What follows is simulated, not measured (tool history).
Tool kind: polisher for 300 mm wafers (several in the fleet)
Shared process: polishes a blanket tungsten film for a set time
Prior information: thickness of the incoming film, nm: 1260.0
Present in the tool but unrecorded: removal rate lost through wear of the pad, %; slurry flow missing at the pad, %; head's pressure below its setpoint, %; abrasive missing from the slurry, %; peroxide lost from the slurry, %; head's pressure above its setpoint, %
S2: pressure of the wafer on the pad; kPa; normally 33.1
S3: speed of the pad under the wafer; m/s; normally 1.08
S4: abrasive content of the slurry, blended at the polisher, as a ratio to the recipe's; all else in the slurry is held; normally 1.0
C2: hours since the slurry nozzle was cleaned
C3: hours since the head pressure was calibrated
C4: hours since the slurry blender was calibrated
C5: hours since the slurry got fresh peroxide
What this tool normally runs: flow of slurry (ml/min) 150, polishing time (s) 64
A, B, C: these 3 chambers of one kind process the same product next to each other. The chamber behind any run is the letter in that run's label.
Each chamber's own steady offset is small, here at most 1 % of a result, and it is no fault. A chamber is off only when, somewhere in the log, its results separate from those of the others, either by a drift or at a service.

Run 1A, day 0.417: usual settings; wafers polished on this pad 1022; C2 210.2; C3 246.0; C4 75.9; C5 54.4. Result: film removed (Å) 4927.1.
At day 0.450: chamber B: slurry tank refilled with fresh slurry and peroxide.
At day 0.604: chamber B: worn pad replaced by a new one.
Run 2C, day 0.825: usual settings; wafers polished on this pad 791; C2 435.2; C3 633.8; C4 169.1; C5 21.1. Result: film removed (Å) 4947.4.
Run 3B, day 1.333: usual settings; wafers polished on this pad 184; C2 93.7; C3 425.3; C4 80.4; C5 21.2. Result: film removed (Å) 5031.1.
At day 1.396: chamber A: slurry tank refilled with fresh slurry and peroxide.
At day 1.508: chamber C: worn pad replaced by a new one.
Run 4A, day 1.783: usual settings; wafers polished on this pad 1367; C2 243.0; C3 278.8; C4 108.7; C5 9.4. Result: film removed (Å) 5017.4.
At day 1.950: chamber A: worn pad replaced by a new one.
Run 5C, day 2.058: usual settings; wafers polished on this pad 139; C2 464.8; C3 663.4; C4 198.7; C5 50.7. Result: film removed (Å) 4955.1.
At day 2.083: chamber B: slurry tank refilled with fresh slurry and peroxide.
At day 2.546: chamber C: slurry tank refilled with fresh slurry and peroxide.
Run 6B, day 2.588: usual settings; wafers polished on this pad 501; C2 123.8; C3 455.4; C4 110.5; C5 12.2. Result: film removed (Å) 5034.6.
Run 7A, day 2.867: usual settings; wafers polished on this pad 232; C2 269.0; C3 304.8; C4 134.7; C5 35.4. Result: film removed (Å) 5045.7.
Run 8C, day 3.150: usual settings but flow of slurry (ml/min) 170, polishing time (s) 49; wafers polished on this pad 414; C2 491.0; C3 689.6; C4 224.9; C5 14.5. Result: film removed (Å) 3926.2.
Run 9B, day 3.517: usual settings but flow of slurry (ml/min) 170, polishing time (s) 49; wafers polished on this pad 736; C2 146.1; C3 477.7; C4 132.8; C5 34.5. Result: film removed (Å) 3912.8.
At day 3.642: chamber C: slurry nozzle cleaned.
Run 10A, day 3.783: usual settings but flow of slurry (ml/min) 170, polishing time (s) 49; wafers polished on this pad 463; C2 291.0; C3 326.8; C4 156.7; C5 57.4. Result: film removed (Å) 3929.7.
At day 3.992: chamber B: slurry tank refilled with fresh slurry and peroxide.
At day 3.996: chamber B: worn pad replaced by a new one.
At day 4.012: chamber A: slurry blender recalibrated.
Run 11C, day 4.258: usual settings; wafers polished on this pad 694; C2 14.8; C3 716.2; C4 251.5; C5 41.1. Result: film removed (Å) 5004.3.
Run 12B, day 4.512: usual settings; wafers polished on this pad 131; C2 170.0; C3 501.6; C4 156.7; C5 12.5. Result: film removed (Å) 4980.7.
At day 4.600: chamber A: head pressure recalibrated.
At day 4.729: chamber A: slurry nozzle cleaned.
Run 13C, day 4.983: usual settings; wafers polished on this pad 878; C2 32.2; C3 733.6; C4 268.9; C5 58.5. Result: film removed (Å) 5010.5.
At day 5.067: chamber C: slurry tank refilled with fresh slurry and peroxide.
Run 14B, day 5.279: usual settings; wafers polished on this pad 324; C2 188.4; C3 520.0; C4 175.1; C5 30.9. Result: film removed (Å) 5009.3.
At day 5.562: chamber C: worn pad replaced by a new one.
At day 5.629: chamber A: slurry tank refilled with fresh slurry and peroxide.
Run 15A, day 5.679: usual settings; wafers polished on this pad 942; C2 22.8; C3 25.9; C4 40.0; C5 1.2. Result: film removed (Å) 4752.2.
Run 16A, day 5.950: usual settings; wafers polished on this pad 1011; C2 29.3; C3 32.4; C4 46.5; C5 7.7. Result: film removed (Å) 4706.0.
At day 6.104: chamber B: slurry tank refilled with fresh slurry and peroxide.
Run 17C, day 6.475: usual settings; wafers polished on this pad 231; C2 68.0; C3 769.4; C4 304.7; C5 33.8. Result: film removed (Å) 5090.4.
Run 18B, day 6.712: usual settings; wafers polished on this pad 687; C2 222.8; C3 554.4; C4 209.5; C5 14.7. Result: film removed (Å) 5071.4.
Run 19C, day 7.117: usual settings; wafers polished on this pad 393; C2 83.4; C3 784.8; C4 320.1; C5 49.2. Result: film removed (Å) 4949.4.
At day 7.158: chamber A: worn pad replaced by a new one.
At day 7.504: chamber B: slurry blender recalibrated.
At day 7.558: chamber B: worn pad replaced by a new one.
Run 20B, day 7.642: usual settings but S2 27.6 kPa, S4 0.8; wafers polished on this pad 21; C2 245.1; C3 576.7; C4 3.3; C5 37.0. Result: film removed (Å) 4000.6.
At day 7.742: chamber C: slurry tank refilled with fresh slurry and peroxide.
Run 21A, day 8.138: usual settings but S2 27.6 kPa, S4 0.8; wafers polished on this pad 248; C2 81.8; C3 84.9; C4 99.0; C5 60.2. Result: film removed (Å) 3744.5.
At day 8.179: chamber B: slurry tank refilled with fresh slurry and peroxide.
Run 22C, day 8.512: usual settings but S2 27.6 kPa, S4 0.8; wafers polished on this pad 746; C2 116.9; C3 818.3; C4 353.6; C5 18.5. Result: film removed (Å) 3921.3.
Run 23B, day 8.754: usual settings; wafers polished on this pad 302; C2 271.8; C3 603.4; C4 30.0; C5 13.8. Result: film removed (Å) 5030.7.
At day 9.079: chamber A: slurry tank refilled with fresh slurry and peroxide.
Run 24A, day 9.112: usual settings; wafers polished on this pad 494; C2 105.2; C3 108.3; C4 122.4; C5 0.9. Result: film removed (Å) 4753.1.
Run 25C, day 9.479: usual settings; wafers polished on this pad 990; C2 140.1; C3 841.5; C4 376.8; C5 41.7. Result: film removed (Å) 4984.3.

Next, every chamber runs the same settings. What will each give?
Run 26A, day 9.862: usual settings. Result: film removed (Å) ?.
Run 26B, day 9.862: usual settings. Result: film removed (Å) ?.
Run 26C, day 9.862: usual settings. Result: film removed (Å) ?.

run  film removed (Å)
26A            4732.8
26B            5056.5
26C            4964.6

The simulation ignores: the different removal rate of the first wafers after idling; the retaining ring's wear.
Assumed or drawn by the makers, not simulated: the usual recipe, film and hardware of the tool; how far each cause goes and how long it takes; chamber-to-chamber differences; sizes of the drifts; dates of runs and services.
